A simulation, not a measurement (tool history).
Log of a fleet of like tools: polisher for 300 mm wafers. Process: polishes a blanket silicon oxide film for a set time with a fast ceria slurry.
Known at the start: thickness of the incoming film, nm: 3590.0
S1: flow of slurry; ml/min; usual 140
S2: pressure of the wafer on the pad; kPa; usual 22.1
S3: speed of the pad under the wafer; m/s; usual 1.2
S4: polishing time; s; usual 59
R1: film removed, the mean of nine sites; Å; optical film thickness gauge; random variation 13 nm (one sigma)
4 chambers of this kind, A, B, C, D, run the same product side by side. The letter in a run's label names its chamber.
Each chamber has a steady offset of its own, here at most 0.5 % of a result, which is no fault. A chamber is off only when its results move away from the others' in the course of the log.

run   hour   S1    S2    S3  S4     R1
 1C    2.9  140  22.1   1.2  59  13714
 2B    7.7  140  22.1   1.2  59  13624
 3A   12.9  140  22.1   1.2  59  13742
      16.3  -- chamber B: worn pad replaced by a new one
 4D   18.5  140  22.1   1.2  59  13479
 5A   21.2  140  22.1   1.2  59  13864
 6B   26.5  140  24.8   1.2  59  15752
      27.8  -- chamber A: worn pad replaced by a new one
 7C   29.9  140  24.8   1.2  59  15293
 8D     34  140  24.8   1.2  59  15473
 9D   37.6  140  24.8   1.2  59  15385
10A     41  140  22.1   1.2  59  13866
      42.6  -- chamber D: worn pad replaced by a new one
11C   44.5  140  22.1   1.2  59  13680
12B   50.1  140  22.1   1.2  59  13797
13A   54.7  140  22.1   1.2  59  13777
      59.2  -- chamber C: worn pad replaced by a new one
14C   59.9  140  22.1   1.2  59  13623
15D   62.6  140  22.1   1.2  59  13608
16B   66.4  140  22.1   1.2  59  13599
17B   69.4  140  17.2  1.42  59  12661
18A   74.2  140  17.2  1.42  59  12472
19C     78  140  17.2  1.42  59  12535
20D   83.5  140  17.2  1.42  59  12389
21D     88  140  22.1   1.2  59  13543
22C   92.2  140  22.1   1.2  59  13805
23B   95.4  140  22.1   1.2  59  13461
24A   99.4  140  22.1   1.2  59  13008
25C  103.3  170  22.1   1.6  59  18712
26D  107.1  170  22.1   1.6  59  18860
27A  110.3  170  22.1   1.6  59  17922
28B  114.5  170  22.1   1.6  59  18904
29D  117.2  140  22.1   1.2  59  13597

All 4 chambers run these settings next. Forecast each chamber's results:
30A  121.2  140  22.1  1.2  59   ?
30B  121.2  140  22.1  1.2  59   ?
30C  121.2  140  22.1  1.2  59   ?
30D  121.2  140  22.1  1.2  59   ?

run     R1
30A  12797
30B  13503
30C  13718
30D  13507
